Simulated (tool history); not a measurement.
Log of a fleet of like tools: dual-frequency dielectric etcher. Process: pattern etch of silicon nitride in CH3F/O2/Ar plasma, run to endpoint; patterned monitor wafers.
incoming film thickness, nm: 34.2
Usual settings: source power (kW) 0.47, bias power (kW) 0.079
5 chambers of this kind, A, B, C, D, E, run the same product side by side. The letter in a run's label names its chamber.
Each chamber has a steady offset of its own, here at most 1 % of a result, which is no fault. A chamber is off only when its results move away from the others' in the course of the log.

| run | hour | source power (kW) | bias power (kW) | hours since the last wet clean | hours since the last source power generator calibration | hours since the last bias power generator calibration | endpoint time (s) |
|---|---|---|---|---|---|---|---|
| 1C | 7.2 | 0.47 | 0.079 | 130.8 | 403.8 | 4199.2 | 45.567 |
| 2E | 20.1 | 0.47 | 0.079 | 51.1 | 3747.6 | 2124.2 | 44.905 |
| 3D | 30.7 | 0.47 | 0.079 | 191.5 | 1797.4 | 765.6 | 44.998 |
| 4B | 36.3 | 0.47 | 0.079 | 237.9 | 766.6 | 495.6 | 45.323 |
| 5A | 46.9 | 0.47 | 0.079 | 128.9 | 208.9 | 2320.3 | 45.017 |
| 6E | 59.9 | 0.47 | 0.079 | 90.9 | 3787.4 | 2164 | 45.141 |
| 7B | 70.1 | 0.47 | 0.079 | 271.7 | 800.4 | 529.4 | 44.531 |
| 8A | 78.6 | 0.47 | 0.079 | 160.6 | 240.6 | 2352 | 44.551 |
| 9D | 88.3 | 0.47 | 0.079 | 249.1 | 1855 | 823.2 | 45.284 |
| 10C | 99.9 | 0.47 | 0.079 | 223.5 | 496.5 | 4291.9 | 45.498 |
| 11E | 105.7 | 0.54 | 0.089 | 136.7 | 3833.2 | 2209.8 | 40.999 |
| 12C | 115.4 | 0.54 | 0.089 | 239 | 512 | 4307.4 | 40.629 |
| 13A | 127.6 | 0.54 | 0.089 | 209.6 | 289.6 | 2401 | 40.579 |
| 14B | 138.7 | 0.54 | 0.089 | 340.3 | 869 | 598 | 40.991 |
| 15D | 150.3 | 0.54 | 0.089 | 311.1 | 1917 | 885.2 | 41.456 |
| 16B | 156.6 | 0.47 | 0.079 | 358.2 | 886.9 | 615.9 | 45.699 |
| 17E | 163.7 | 0.47 | 0.062 | 194.7 | 3891.2 | 2267.8 | 48.849 |
| 18D | 174.2 | 0.47 | 0.062 | 335 | 1940.9 | 909.1 | 49.097 |
| 19C | 183.4 | 0.47 | 0.062 | 307 | 580 | 4375.4 | 49.606 |
| 20A | 191.2 | 0.47 | 0.062 | 273.2 | 353.2 | 2464.6 | 48.234 |
| 21C | 198.7 | 0.47 | 0.062 | 322.3 | 595.3 | 4390.7 | 48.569 |
| 22A | 205.1 | 0.47 | 0.079 | 287.1 | 367.1 | 2478.5 | 45.08 |
| 23D | 213.6 | 0.51 | 0.094 | 374.4 | 1980.3 | 948.5 | 41.235 |
| 24B | 219.3 | 0.51 | 0.094 | 420.9 | 949.6 | 678.6 | 40.818 |
| 25E | 231.8 | 0.51 | 0.094 | 262.8 | 3959.3 | 2335.9 | 40.737 |
| 26C | 240 | 0.51 | 0.094 | 363.6 | 636.6 | 4432 | 40.626 |
|  | 244.9 | chamber D: wet clean of the chamber |
| 27B | 247.1 | 0.51 | 0.094 | 448.7 | 977.4 | 706.4 | 41.171 |
|  | 249.3 | chamber B: wet clean of the chamber |
| 28A | 257.7 | 0.47 | 0.079 | 339.7 | 419.7 | 2531.1 | 45.207 |
|  | 264.4 | chamber E: source power generator calibrated |
| 29E | 268.5 | 0.47 | 0.079 | 299.5 | 4.2 | 2372.6 | 44.128 |
| 30D | 276 | 0.47 | 0.079 | 31.1 | 2042.7 | 1010.9 | 44.908 |
| 31A | 286.7 | 0.47 | 0.068 | 368.7 | 448.7 | 2560.1 | 46.625 |
| 32E | 298.7 | 0.47 | 0.068 | 329.7 | 34.4 | 2402.8 | 47.62 |
| 33B | 305.9 | 0.47 | 0.068 | 56.6 | 1036.2 | 765.2 | 47.192 |
| 34D | 312.6 | 0.47 | 0.068 | 67.7 | 2079.3 | 1047.5 | 47.474 |
| 35C | 319 | 0.47 | 0.068 | 442.6 | 715.6 | 4511 | 48.224 |
| 36D | 326.2 | 0.47 | 0.079 | 81.3 | 2092.9 | 1061.1 | 45.229 |
| 37E | 334.6 | 0.47 | 0.079 | 365.6 | 70.3 | 2438.7 | 44.686 |
| 38A | 342.7 | 0.47 | 0.079 | 424.7 | 504.7 | 2616.1 | 44.63 |
|  | 352.1 | chamber C: wet clean of the chamber |
| 39C | 354.6 | 0.47 | 0.079 | 2.6 | 751.2 | 4546.6 | 44.734 |
|  | 364.3 | chamber A: bias power generator calibrated |
| 40B | 364.6 | 0.47 | 0.079 | 115.3 | 1094.9 | 823.9 | 45.133 |
| 41C | 372.5 | 0.47 | 0.079 | 20.5 | 769.1 | 4564.5 | 45.322 |
| 42D | 379.1 | 0.47 | 0.079 | 134.2 | 2145.8 | 1114 | 44.886 |
| 43A | 386.6 | 0.47 | 0.079 | 468.6 | 548.6 | 22.3 | 44.938 |
| 44B | 393.2 | 0.47 | 0.079 | 143.9 | 1123.5 | 852.5 | 44.669 |

Is one chamber off against the others, does the gauge drift, or is nothing wrong? If a chamber is off, say which, and what the likeliest cause is.

No chamber stands off beyond its own small offset, and the gauge holds steady.
